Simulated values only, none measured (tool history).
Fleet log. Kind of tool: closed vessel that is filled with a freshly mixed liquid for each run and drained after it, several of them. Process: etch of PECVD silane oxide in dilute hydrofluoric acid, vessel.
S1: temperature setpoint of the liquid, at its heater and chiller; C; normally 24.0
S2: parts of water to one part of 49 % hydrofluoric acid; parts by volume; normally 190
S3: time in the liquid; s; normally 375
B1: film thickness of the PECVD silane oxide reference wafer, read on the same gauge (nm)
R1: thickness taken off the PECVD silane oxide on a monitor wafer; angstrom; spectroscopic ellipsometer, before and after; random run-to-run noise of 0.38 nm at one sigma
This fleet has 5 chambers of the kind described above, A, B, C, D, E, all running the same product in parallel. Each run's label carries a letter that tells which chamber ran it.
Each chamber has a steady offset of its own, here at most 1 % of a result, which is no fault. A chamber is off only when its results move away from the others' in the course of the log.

run	hour	S1	S2	S3	B1	R1
1A	10.7	24.0	190	375	69.991	408.20
2B	23.4	24.0	190	375	70.016	408.10
3E	31.3	24.0	190	375	70.053	409.53
4C	42.3	24.0	190	375	69.996	397.29
5D	54.4	24.0	190	375	69.986	402.65
6E	70.0	24.0	190	375	69.999	409.29
7B	80.6	27.5	280	375	70.012	276.39
8D	90.4	27.5	280	375	70.039	275.35
9C	101.6	27.5	280	375	70.037	277.26
10A	108.7	27.5	280	375	69.966	282.41
11D	122.1	27.5	280	375	69.998	281.72
# hour 133.9: chamber C: thermometer replaced
12B	133.9	24.0	190	375	69.997	401.51
13A	142.7	28.5	245	375	69.979	337.55
14E	157.9	28.5	245	375	70.028	349.73
15C	166.0	28.5	245	375	70.017	341.37
16B	175.9	28.5	245	375	70.020	344.29
17A	185.7	28.5	245	375	70.011	343.94
# hour 193.1: chamber C: hydrofluoric acid flow meter replaced
18E	194.1	24.0	190	375	70.032	404.40
19D	208.1	24.0	190	375	70.007	398.27
# hour 213.8: chamber D: thermometer replaced
20C	215.8	24.0	190	375	70.004	401.09
21E	228.0	24.0	190	375	69.965	405.92
22A	239.0	24.0	190	375	70.023	407.32
23C	246.5	24.0	190	375	70.030	407.79
24B	257.3	24.0	190	375	70.019	397.02
25D	271.1	24.0	190	375	69.997	403.80
# hour 271.3: chamber A: thermometer replaced
26A	284.8	24.0	190	375	70.033	403.40
27C	296.6	24.0	220	375	70.067	339.92
28D	311.6	24.0	220	375	69.950	341.37
29E	325.6	24.0	220	375	69.989	341.47
30B	340.6	24.0	220	375	69.963	339.01
31C	355.0	24.0	220	375	69.999	338.68
32D	362.4	24.0	190	375	69.981	404.19
33E	373.5	24.0	190	375	69.995	404.55

Is one chamber out of step, is the gauge drifting, or do the chambers differ by no more than their own small offsets? For an off chamber, give its letter and the likeliest cause.

Nothing is wrong: each chamber keeps only its own small, steady offset and the gauge holds still.
